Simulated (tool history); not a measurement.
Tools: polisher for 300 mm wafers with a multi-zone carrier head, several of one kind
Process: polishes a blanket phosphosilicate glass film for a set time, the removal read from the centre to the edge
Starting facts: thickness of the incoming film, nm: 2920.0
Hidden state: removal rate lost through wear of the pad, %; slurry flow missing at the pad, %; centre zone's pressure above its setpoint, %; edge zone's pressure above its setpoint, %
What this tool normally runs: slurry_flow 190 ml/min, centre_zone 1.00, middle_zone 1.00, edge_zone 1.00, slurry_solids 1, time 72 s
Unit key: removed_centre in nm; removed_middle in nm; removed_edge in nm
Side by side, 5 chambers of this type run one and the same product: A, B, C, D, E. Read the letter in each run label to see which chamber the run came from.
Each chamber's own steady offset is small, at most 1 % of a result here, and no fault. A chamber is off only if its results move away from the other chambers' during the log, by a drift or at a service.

run	hour	slurry_flow	centre_zone	middle_zone	edge_zone	slurry_solids	time	wafers polished on this pad	hours since the slurry nozzle was cleaned	hours since the centre zone pressure was calibrated	hours since the edge zone pressure was calibrated	removed_centre	removed_middle	removed_edge
# hour 0.2: chamber E: worn pad replaced by a new one
# hour 8.2: chamber C: worn pad replaced by a new one
# hour 9.4: chamber B: worn pad replaced by a new one
1E	11.7	190	1.00	1.00	1.00	1	72	61	324.4	318.6	1125.9	974.54	987.42	1003.80
# hour 14.4: chamber D: worn pad replaced by a new one
2D	23.9	190	1.00	1.00	1.00	1	72	51	214.5	748.5	57.0	975.96	1001.60	1003.50
# hour 25.8: chamber A: worn pad replaced by a new one
3B	32.2	190	1.00	1.00	1.00	1	72	122	225.6	667.5	134.6	999.47	1000.40	988.51
4A	42.4	190	1.00	1.00	1.00	1	72	89	252.3	1095.6	280.3	990.60	989.10	983.60
# hour 49.2: chamber D: slurry nozzle cleaned
5C	57.9	190	1.00	1.00	1.00	1	72	267	182.8	426.7	208.5	1010.10	988.79	987.88
# hour 60.4: chamber E: edge zone pressure recalibrated
6A	68.0	190	1.00	1.00	1.00	1	72	227	277.9	1121.2	305.9	981.73	993.90	991.30
7E	75.3	190	1.00	1.00	1.00	1	72	403	388.0	382.2	14.9	990.38	1009.30	1009.30
# hour 82.9: chamber E: worn pad replaced by a new one
8C	88.8	190	1.00	1.00	1.00	1	72	433	213.7	457.6	239.4	1004.00	991.12	975.29
9D	98.0	190	1.00	1.00	1.00	1	72	448	48.8	822.6	131.1	989.79	1004.40	1004.80
# hour 100.4: chamber B: worn pad replaced by a new one
# hour 110.2: chamber C: slurry nozzle cleaned
10B	110.6	190	1.00	1.00	1.00	1	72	54	304.0	745.9	213.0	976.86	978.63	983.66
11A	119.3	190	1.00	1.00	1.00	1	72	502	329.2	1172.5	357.2	989.40	1000.30	985.46
12B	129.3	190	1.00	1.00	1.00	1	72	155	322.7	764.6	231.7	1001.80	992.83	977.47
13E	139.2	190	1.00	1.05	1.10	1	72	302	451.9	446.1	78.8	982.70	1047.70	1028.80
# hour 145.4: chamber E: centre zone pressure recalibrated
14C	149.9	190	1.00	1.05	1.10	1	72	761	39.8	518.7	300.5	993.49	1037.80	1025.70
15D	156.9	190	1.00	1.05	1.10	1	72	765	107.7	881.5	190.0	984.55	1023.80	1047.30
16B	165.2	190	1.00	1.05	1.10	1	72	348	358.6	800.5	267.6	1000.60	1029.70	1037.30
# hour 166.6: chamber E: worn pad replaced by a new one
# hour 171.6: chamber B: centre zone pressure recalibrated
17D	181.1	190	1.00	1.05	1.10	1	72	895	131.9	905.7	214.2	975.15	1015.90	1038.20
18E	189.9	190	1.00	1.00	1.00	1	72	125	502.6	44.5	129.5	989.95	992.73	985.87
# hour 192.0: chamber C: worn pad replaced by a new one
# hour 195.1: chamber B: worn pad replaced by a new one
19A	203.6	190	1.00	1.00	1.00	1	72	955	413.5	1256.8	441.5	976.70	995.25	989.83
# hour 209.3: chamber A: centre zone pressure recalibrated
20C	213.0	190	1.00	1.00	1.00	1	72	112	102.9	581.8	363.6	992.93	993.06	995.33
# hour 218.0: chamber A: worn pad replaced by a new one
# hour 220.9: chamber D: worn pad replaced by a new one
21A	222.9	190	1.00	1.00	1.00	1	72	26	432.8	13.6	460.8	973.14	1008.10	984.53
22D	231.8	190	1.00	1.00	1.00	1	72	58	182.6	956.4	264.9	965.79	978.04	981.54
23C	243.2	190	1.00	1.00	0.91	1	72	275	133.1	612.0	393.8	958.74	986.20	932.27
# hour 247.2: chamber E: slurry nozzle cleaned
24B	258.0	190	1.00	1.00	0.91	1	72	337	451.4	86.4	360.4	996.27	991.47	934.09
# hour 266.5: chamber B: slurry nozzle cleaned
25E	270.7	190	1.00	1.00	0.91	1	72	559	23.6	125.3	210.3	1004.10	997.68	933.41
# hour 275.8: chamber E: worn pad replaced by a new one
26B	280.3	190	1.00	1.00	0.91	1	72	457	13.9	108.7	382.7	994.66	991.62	953.69
# hour 289.1: chamber B: worn pad replaced by a new one
27A	289.8	190	1.00	1.00	0.91	1	72	385	499.7	80.5	527.7	990.70	993.86	941.23
28D	306.0	190	1.00	1.00	1.00	1	72	457	256.8	1030.6	339.1	1001.70	988.50	974.20
# hour 306.7: chamber B: edge zone pressure recalibrated
# hour 307.2: chamber C: centre zone pressure recalibrated
# hour 321.2: chamber C: slurry nozzle cleaned
29E	321.8	190	1.00	1.00	1.00	1	72	247	74.7	176.4	261.4	987.70	985.58	981.32
30C	330.5	190	0.94	1.00	1.00	1	72	743	9.4	23.3	481.1	906.75	990.84	983.34
# hour 331.3: chamber D: slurry nozzle cleaned
31D	338.7	190	0.94	1.00	1.00	1	72	632	7.5	1063.3	371.8	904.46	992.08	985.75
32E	348.1	190	0.94	1.00	1.00	1	72	388	101.0	202.7	287.7	910.32	997.44	996.90
33B	357.7	190	0.94	1.00	1.00	1	72	368	91.3	186.1	51.0	917.70	986.24	970.05
# hour 361.1: chamber C: worn pad replaced by a new one
34C	366.7	190	0.94	1.00	1.00	1	72	30	45.6	59.5	517.3	949.14	983.05	987.07
# hour 370.1: chamber E: worn pad replaced by a new one
# hour 376.5: chamber B: worn pad replaced by a new one
35A	378.9	190	1.00	1.00	1.00	1	72	863	588.8	169.6	616.8	995.83	1002.70	987.44
36C	386.7	190	1.00	1.00	1.00	1	72	137	65.6	79.5	537.3	1000.20	988.54	980.78
37D	394.4	190	1.00	1.00	1.00	1	72	931	63.2	1119.0	427.5	980.61	990.02	994.84
38E	402.2	190	1.00	1.00	1.00	1	72	172	155.1	256.8	341.8	966.62	987.63	996.58
39A	414.7	235	1.00	1.06	1.00	1	72	1056	624.6	205.4	652.6	994.48	1089.10	1006.30
40B	423.2	235	1.00	1.06	1.00	1	72	251	156.8	251.6	116.5	1012.60	1082.20	1005.20

All chambers now run identical settings, listed one chamber a line with results as question marks. What results will each chamber show?
41A	434.9	190	1.00	1.00	1.00	1	72					?	?	?
41B	434.9	190	1.00	1.00	1.00	1	72					?	?	?
41C	434.9	190	1.00	1.00	1.00	1	72					?	?	?
41D	434.9	190	1.00	1.00	1.00	1	72					?	?	?
41E	434.9	190	1.00	1.00	1.00	1	72					?	?	?

run	removed_centre	removed_middle	removed_edge
41A	976.17	1002.90	1000.30
41B	970.20	986.73	979.92
41C	983.98	982.56	968.77
41D	994.69	996.02	998.01
41E	1008.70	988.87	994.31

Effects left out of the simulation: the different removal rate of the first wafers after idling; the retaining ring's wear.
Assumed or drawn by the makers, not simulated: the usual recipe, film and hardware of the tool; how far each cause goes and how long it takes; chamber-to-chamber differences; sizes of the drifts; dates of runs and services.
